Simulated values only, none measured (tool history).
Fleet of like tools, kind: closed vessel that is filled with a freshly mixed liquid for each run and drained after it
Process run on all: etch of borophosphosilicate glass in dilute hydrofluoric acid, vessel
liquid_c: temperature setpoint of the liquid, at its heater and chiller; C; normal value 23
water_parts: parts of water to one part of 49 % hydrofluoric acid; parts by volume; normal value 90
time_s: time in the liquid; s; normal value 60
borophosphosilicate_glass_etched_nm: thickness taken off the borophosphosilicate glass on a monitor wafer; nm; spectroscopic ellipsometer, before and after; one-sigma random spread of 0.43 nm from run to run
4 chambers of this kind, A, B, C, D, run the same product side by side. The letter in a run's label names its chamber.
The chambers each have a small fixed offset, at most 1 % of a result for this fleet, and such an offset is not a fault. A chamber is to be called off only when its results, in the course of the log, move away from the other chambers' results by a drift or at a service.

run,hour,liquid_c,water_parts,time_s,"read-back film thickness of the borophosphosilicate glass reference wafer, read on the same gauge (nm)",borophosphosilicate_glass_etched_nm
1B,2.8,23,90,60,110.01,52.04
2A,7.9,23,90,60,109.99,51.685
3C,12.4,23,90,60,110,51.283
4D,16.6,23,90,60,110.04,51.173
5D,20.7,23,90,60,110.02,50.974
6B,24.5,23,90,60,110.01,50.987
7C,29.5,23,90,60,110.01,51.556
8A,32.9,23,90,60,109.99,51.171
9D,35.4,23,90,60,109.99,51.259
10C,38.3,23,90,60,110,50.846
11B,41,23,90,60,109.98,51.388
# hour 44.2: chamber D: hydrofluoric acid flow meter replaced
12A,46.2,19,90,35,110.01,25.483
13B,50.3,19,90,35,109.98,25.498
14D,55.1,19,90,35,110.02,25.285
15A,57.8,19,90,35,110.01,25.584
16C,60.5,25.5,90,60,109.98,55.843
17D,65.6,25.5,90,60,110,57.5
18A,69.5,25.5,90,60,109.99,57.226
19B,73,25.5,90,60,109.98,57.058
20C,77.4,23,90,60,110.02,51.602
21B,80.1,23,90,60,109.98,51.792
22D,84,23,90,60,109.97,51.476
23A,89,27,90,80,110,80.655
24C,93.7,27,90,80,110.01,79.666
25D,97.2,27,90,80,110.01,79.91
26C,102.7,27,90,80,109.99,80.403
27B,108.3,23,90,60,109.99,51.406
28A,112.7,23,90,60,109.99,51.502
29B,115.3,23,90,60,110.02,51.155

What goes on in this fleet: one chamber off, a drifting gauge, or nothing beyond the chambers' own small offsets? Name the chamber and the cause, if any.

No chamber stands off beyond its own small offset, and the gauge holds steady.

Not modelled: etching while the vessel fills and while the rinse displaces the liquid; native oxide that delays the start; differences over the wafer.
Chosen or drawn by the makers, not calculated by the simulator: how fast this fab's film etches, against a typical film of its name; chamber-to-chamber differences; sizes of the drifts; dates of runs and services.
